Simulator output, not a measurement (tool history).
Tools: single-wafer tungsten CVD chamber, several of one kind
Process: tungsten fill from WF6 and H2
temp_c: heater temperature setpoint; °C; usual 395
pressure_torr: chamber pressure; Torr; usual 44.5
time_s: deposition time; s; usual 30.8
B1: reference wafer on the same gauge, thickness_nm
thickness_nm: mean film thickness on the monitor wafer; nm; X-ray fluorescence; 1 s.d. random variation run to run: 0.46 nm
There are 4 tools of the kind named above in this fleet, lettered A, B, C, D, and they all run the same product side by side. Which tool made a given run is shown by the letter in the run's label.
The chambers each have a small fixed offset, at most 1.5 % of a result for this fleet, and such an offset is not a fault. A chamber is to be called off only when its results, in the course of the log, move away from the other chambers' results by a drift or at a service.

Run 1C, hour 8.3: usual settings; B1 85.987. Result: thickness_nm 97.868 nm.
Run 2D, hour 17.5: usual settings; B1 86.091. Result: thickness_nm 97.365 nm.
Run 3A, hour 26.5: usual settings; B1 85.978. Result: thickness_nm 96.431 nm.
Run 4B, hour 34.5: usual settings; B1 85.986. Result: thickness_nm 97.310 nm.
Run 5A, hour 41.6: usual settings; B1 86.048. Result: thickness_nm 96.998 nm.
Run 6D, hour 49.4: usual settings; B1 85.962. Result: thickness_nm 97.061 nm.
Run 7C, hour 55.9: usual settings; B1 85.903. Result: thickness_nm 97.298 nm.
Run 8B, hour 64.0: usual settings; B1 86.048. Result: thickness_nm 97.327 nm.
Run 9C, hour 69.5: usual settings but temp_c 382 °C; B1 86.084. Result: thickness_nm 76.232 nm.
Run 10A, hour 75.5: usual settings but temp_c 382 °C; B1 86.093. Result: thickness_nm 75.143 nm.
Run 11B, hour 81.9: usual settings but temp_c 382 °C; B1 85.954. Result: thickness_nm 75.742 nm.
Run 12D, hour 87.6: usual settings but temp_c 382 °C; B1 86.086. Result: thickness_nm 74.833 nm.
At hour 91.9: chamber B: thermocouple changed; heater temperature recalibrated.
Run 13A, hour 94.9: usual settings; B1 85.950. Result: thickness_nm 96.614 nm.
Run 14C, hour 100.1: usual settings; B1 85.949. Result: thickness_nm 97.057 nm.
Run 15D, hour 108.3: usual settings but time_s 33.4 s; B1 86.000. Result: thickness_nm 105.490 nm.
Run 16B, hour 112.9: usual settings but time_s 33.4 s; B1 85.938. Result: thickness_nm 100.400 nm.
Run 17B, hour 120.0: usual settings but time_s 33.4 s; B1 86.036. Result: thickness_nm 99.535 nm.
Run 18C, hour 127.5: usual settings but time_s 33.4 s; B1 86.028. Result: thickness_nm 106.080 nm.
Run 19D, hour 135.7: usual settings; B1 86.008. Result: thickness_nm 97.242 nm.
Run 20A, hour 141.6: usual settings; B1 85.946. Result: thickness_nm 97.752 nm.
Run 21C, hour 149.5: usual settings; B1 86.008. Result: thickness_nm 97.981 nm.
Run 22B, hour 158.6: usual settings but pressure_torr 53.4 Torr, time_s 33.9 s; B1 85.922. Result: thickness_nm 111.200 nm.
Run 23D, hour 168.2: usual settings but pressure_torr 53.4 Torr, time_s 33.9 s; B1 86.010. Result: thickness_nm 115.600 nm.
Run 24A, hour 172.8: usual settings but pressure_torr 53.4 Torr, time_s 33.9 s; B1 86.031. Result: thickness_nm 116.790 nm.
Run 25A, hour 179.2: usual settings but pressure_torr 53.4 Torr, time_s 33.9 s; B1 86.008. Result: thickness_nm 115.100 nm.
Run 26D, hour 185.6: usual settings; B1 86.074. Result: thickness_nm 96.825 nm.
Run 27B, hour 191.4: usual settings; B1 85.920. Result: thickness_nm 92.534 nm.
Run 28C, hour 199.4: usual settings but pressure_torr 53.5 Torr; B1 86.074. Result: thickness_nm 106.270 nm.
Run 29C, hour 208.3: usual settings but pressure_torr 53.5 Torr; B1 86.029. Result: thickness_nm 105.570 nm.
Run 30B, hour 213.7: usual settings but pressure_torr 53.5 Torr; B1 86.013. Result: thickness_nm 100.500 nm.
Run 31D, hour 219.9: usual settings but pressure_torr 53.5 Torr; B1 85.916. Result: thickness_nm 105.720 nm.

Does one chamber stand apart from the rest, does the shared gauge drift, or is all well apart from small per-chamber offsets? Give the chamber and the most likely cause, where there is one.

Chamber B has stood off from the others ever since a service on it.
What lies behind it: wafer temperature below the value expected at the setpoint (K) = 3.

Below are 4 candidate recipes for chamber B's next run, each the usual settings with a change, their results shown as question marks. Which of them brings B's results back in line with what the other chambers give on the usual settings?
Allowed miss from the other chambers' usual-settings mean, per result, to count as in line: thickness_nm 1.600 nm
Run 32B-1, hour 226.8: usual settings but temp_c 394 °C, time_s 30.6 s. Result: thickness_nm ?.
Run 32B-2, hour 226.8: usual settings but time_s 29.2 s. Result: thickness_nm ?.
Run 32B-3, hour 226.8: usual settings but time_s 32.4 s. Result: thickness_nm ?.
Run 32B-4, hour 226.8: usual settings but temp_c 396 °C, time_s 31.0 s. Result: thickness_nm ?.

The other chambers' mean on the usual settings: thickness_nm 97.158 nm
  run  thickness_nm
32B-1        89.993
32B-2        87.485
32B-3        97.112
32B-4        94.653
The answer is 32B-3, which returns the chamber to within the allowed miss of the others.
